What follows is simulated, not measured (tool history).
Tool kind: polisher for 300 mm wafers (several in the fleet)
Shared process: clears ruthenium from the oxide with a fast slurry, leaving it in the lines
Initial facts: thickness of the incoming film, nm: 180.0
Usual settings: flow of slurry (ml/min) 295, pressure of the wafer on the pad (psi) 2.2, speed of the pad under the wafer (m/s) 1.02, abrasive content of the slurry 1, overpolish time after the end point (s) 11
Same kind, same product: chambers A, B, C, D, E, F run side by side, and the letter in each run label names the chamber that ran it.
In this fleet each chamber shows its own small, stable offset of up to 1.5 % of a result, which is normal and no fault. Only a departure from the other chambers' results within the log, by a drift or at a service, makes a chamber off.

run   hour  flow of slurry (ml/min)  pressure of the wafer on the pad (psi)  speed of the pad under the wafer (m/s)  abrasive content of the slurry  overpolish time after the end point (s)  time until the end point was called (s)  dishing of a wide line in a test structure (angstrom)
 1C    3.6                      295                                     2.2                                    1.02                               1                                       11                                   63.601                                                 253.10
       4.8  -- chamber A: worn pad replaced by a new one
 2D    8.1                      295                                     2.2                                    1.02                               1                                       11                                   64.732                                                 249.59
 3B   12.7                      295                                     2.2                                    1.02                               1                                       11                                   63.904                                                 264.30
      14.5  -- chamber F: worn pad replaced by a new one
 4F   16.7                      295                                     2.2                                    1.02                               1                                       11                                   65.068                                                 255.25
 5E   23.8                      295                                     2.2                                    1.02                               1                                       11                                   63.857                                                 256.19
 6A   27.7                      295                                     2.2                                    1.02                               1                                       11                                   63.170                                                 261.73
      29.3  -- chamber F: slurry blender recalibrated
 7B   33.7                      295                                     2.2                                    1.02                               1                                       11                                   62.606                                                 255.52
 8D   40.3                      295                                     2.2                                    1.02                               1                                       11                                   64.942                                                 251.20
      40.7  -- chamber D: head pressure recalibrated
      41.7  -- chamber B: slurry blender recalibrated
 9E   43.9                      295                                     2.2                                    1.02                               1                                       11                                   63.124                                                 255.94
10A   47.6                      295                                     2.2                                    1.02                               1                                       11                                   62.037                                                 261.94
      49.2  -- chamber C: worn pad replaced by a new one
11F   52.6                      295                                     2.2                                    1.02                               1                                       11                                   63.085                                                 268.73
12C   59.7                      295                                     2.2                                    1.02                               1                                       11                                   65.045                                                 266.52
      61.8  -- chamber E: worn pad replaced by a new one
13E   66.6                      295                                     2.2                                    1.02                               1                                       11                                   63.255                                                 259.77
      68.7  -- chamber D: worn pad replaced by a new one
14A   70.1                      295                                     2.2                                    1.02                               1                                       11                                   63.175                                                 257.76
      71.0  -- chamber A: worn pad replaced by a new one
15D   75.8                      295                                     2.2                                    1.02                               1                                       11                                   64.658                                                 254.72
      77.7  -- chamber B: worn pad replaced by a new one
      78.6  -- chamber E: slurry blender recalibrated
16C   80.1                      295                                     2.2                                    1.02                               1                                       11                                   64.359                                                 259.63
17B   87.1                      295                                     2.8                                    1.16                               1                                       11                                   44.193                                                 370.62
18F   93.6                      295                                     2.8                                    1.16                               1                                       11                                   43.890                                                 366.79
19E   99.7                      295                                     2.8                                    1.16                               1                                       11                                   44.454                                                 350.82
     104.7  -- chamber A: slurry nozzle cleaned
20D  105.1                      295                                     2.8                                    1.16                               1                                       11                                   44.318                                                 352.84
21C  108.7                      295                                     2.8                                    1.16                               1                                       11                                   44.912                                                 353.42
     109.0  -- chamber C: worn pad replaced by a new one
22F  115.3                      295                                     2.8                                    1.16                               1                                       11                                   45.453                                                 361.34
23B  119.3                      295                                     2.2                                    0.90                               1                                       11                                   72.815                                                 233.66
24A  123.5                      295                                     2.2                                    0.90                               1                                       11                                   74.287                                                 218.19
25F  130.8                      295                                     2.2                                    0.90                               1                                       11                                   72.111                                                 227.13
     133.6  -- chamber A: worn pad replaced by a new one
26E  135.4                      295                                     2.2                                    0.90                               1                                       11                                   71.453                                                 236.77
27C  141.9                      295                                     2.2                                    0.90                               1                                       11                                   73.891                                                 226.28
     144.0  -- chamber F: worn pad replaced by a new one
28D  148.6                      295                                     2.2                                    0.90                               1                                       11                                   72.942                                                 223.48
29B  154.8                      295                                     2.2                                    1.02                               1                                       11                                   65.899                                                 262.86
     154.9  -- chamber D: worn pad replaced by a new one
30A  161.3                      295                                     2.2                                    1.02                               1                                       11                                   70.979                                                 231.95
     162.1  -- chamber E: worn pad replaced by a new one
31C  166.6                      355                                     1.8                                    1.02                               1                                       11                                   78.079                                                 217.89
     167.8  -- chamber B: worn pad replaced by a new one
32B  172.1                      355                                     1.8                                    1.02                               1                                       11                                   77.872                                                 220.14
33D  177.6                      355                                     1.8                                    1.02                               1                                       11                                   75.668                                                 209.38
     179.5  -- chamber B: slurry blender recalibrated
34E  182.0                      355                                     1.8                                    1.02                               1                                       11                                   76.749                                                 215.97
35F  186.2                      355                                     1.8                                    1.02                               1                                       11                                   77.436                                                 219.62
36A  191.3                      355                                     1.8                                    1.02                               1                                       11                                   88.809                                                 190.39
37B  198.8                      295                                     2.2                                    1.02                               1                                       11                                   65.271                                                 268.54

Each of the 6 chambers runs these same settings next. Fill in every chamber's results:
38A  204.6                      295                                     2.2                                    1.02                               1                                       11                                        ?                                                      ?
38B  204.6                      295                                     2.2                                    1.02                               1                                       11                                        ?                                                      ?
38C  204.6                      295                                     2.2                                    1.02                               1                                       11                                        ?                                                      ?
38D  204.6                      295                                     2.2                                    1.02                               1                                       11                                        ?                                                      ?
38E  204.6                      295                                     2.2                                    1.02                               1                                       11                                        ?                                                      ?
38F  204.6                      295                                     2.2                                    1.02                               1                                       11                                        ?                                                      ?

run  time until the end point was called (s)  dishing of a wide line in a test structure (angstrom)
38A                                   75.118                                                 218.27
38B                                   62.666                                                 263.88
38C                                   64.033                                                 254.73
38D                                   66.969                                                 255.20
38E                                   64.053                                                 244.62
38F                                   64.027                                                 259.11
